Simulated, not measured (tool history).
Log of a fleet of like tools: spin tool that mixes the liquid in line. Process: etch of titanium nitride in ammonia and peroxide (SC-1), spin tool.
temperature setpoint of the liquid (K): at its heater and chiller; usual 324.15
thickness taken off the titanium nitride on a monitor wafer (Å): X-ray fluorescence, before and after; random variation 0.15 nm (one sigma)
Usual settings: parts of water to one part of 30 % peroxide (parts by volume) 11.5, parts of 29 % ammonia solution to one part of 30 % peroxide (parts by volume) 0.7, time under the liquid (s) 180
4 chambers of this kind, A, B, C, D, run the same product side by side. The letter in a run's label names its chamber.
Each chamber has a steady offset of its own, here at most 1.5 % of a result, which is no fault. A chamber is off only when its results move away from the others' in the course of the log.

run,hour,temperature setpoint of the liquid (K),parts of water to one part of 30 % peroxide (parts by volume),parts of 29 % ammonia solution to one part of 30 % peroxide (parts by volume),time under the liquid (s),"read-back film thickness of the titanium nitride reference wafer, read on the same gauge (nm)",thickness taken off the titanium nitride on a monitor wafer (Å)
1D,14.5,324.15,11.5,0.7,180,149.96,163.12
2A,25.5,324.15,11.5,0.7,180,150.01,165.97
3B,39.6,324.15,11.5,0.7,180,150.01,162.95
# hour 47.3: chamber C: thermometer replaced
4C,52.6,324.15,11.5,0.7,180,150,168.23
5A,60.6,324.15,11.5,0.9,180,150.01,175.69
6B,67.5,324.15,11.5,0.9,180,150.01,172.11
7D,81.8,324.15,11.5,0.9,180,150,172.33
# hour 94.4: chamber A: thermometer replaced
8C,97.4,324.15,11.5,0.9,180,150,168.83
9D,106.2,324.15,11.5,0.7,180,150,164.69
10A,116.5,324.15,11.5,0.7,180,149.99,166
11B,129.7,324.15,11.5,0.7,180,150,164.59
12C,138.1,324.15,11.5,0.5,180,150,151.43
13C,150.4,324.15,11.5,0.5,180,149.99,151.37
14A,161,324.15,11.5,0.5,180,149.99,160.32
15B,174.3,324.15,11.5,0.5,180,149.99,152.64
16D,182.7,324.15,11.5,0.7,180,150.01,162.95
17D,197.7,324.15,11.5,0.7,180,150,164.56
18C,206.9,324.15,11.5,0.4,180,150.02,140.77
19B,219.4,324.15,11.5,0.4,180,150,147.04
20A,226.4,324.15,11.5,0.4,180,150.01,149.56
21A,234.4,324.15,11.5,0.4,180,150.04,151.01
22C,247.3,324.15,11.5,0.7,180,150,152.19
23D,262.3,327.15,11.5,0.7,280,150.01,314.36
24B,271.7,327.15,11.5,0.7,280,150.02,311.37
25D,279.7,327.15,11.5,0.7,280,149.99,316.22
# hour 290: chamber D: new drum of ammonia solution connected
26B,293.5,327.15,11.5,0.7,280,149.99,309.18
27C,303,324.15,11.5,0.5,140,150,108.51
28A,312,324.15,11.5,0.5,140,150.03,121.6
# hour 314: chamber C: ammonia flow meter replaced
29D,320.8,324.15,11.5,0.5,140,150.02,122.57
30A,331.7,324.15,11.5,0.5,140,150.01,121.65
31C,340.5,324.15,11.5,0.7,180,150,145.78

All 4 chambers run these settings next. Forecast each chamber's results:
32A,351.8,324.15,11.5,0.45,180,,?
32B,351.8,324.15,11.5,0.45,180,,?
32C,351.8,324.15,11.5,0.45,180,,?
32D,351.8,324.15,11.5,0.45,180,,?

run,thickness taken off the titanium nitride on a monitor wafer (Å)
32A,156.52
32B,150.61
32C,136.67
32D,153.17
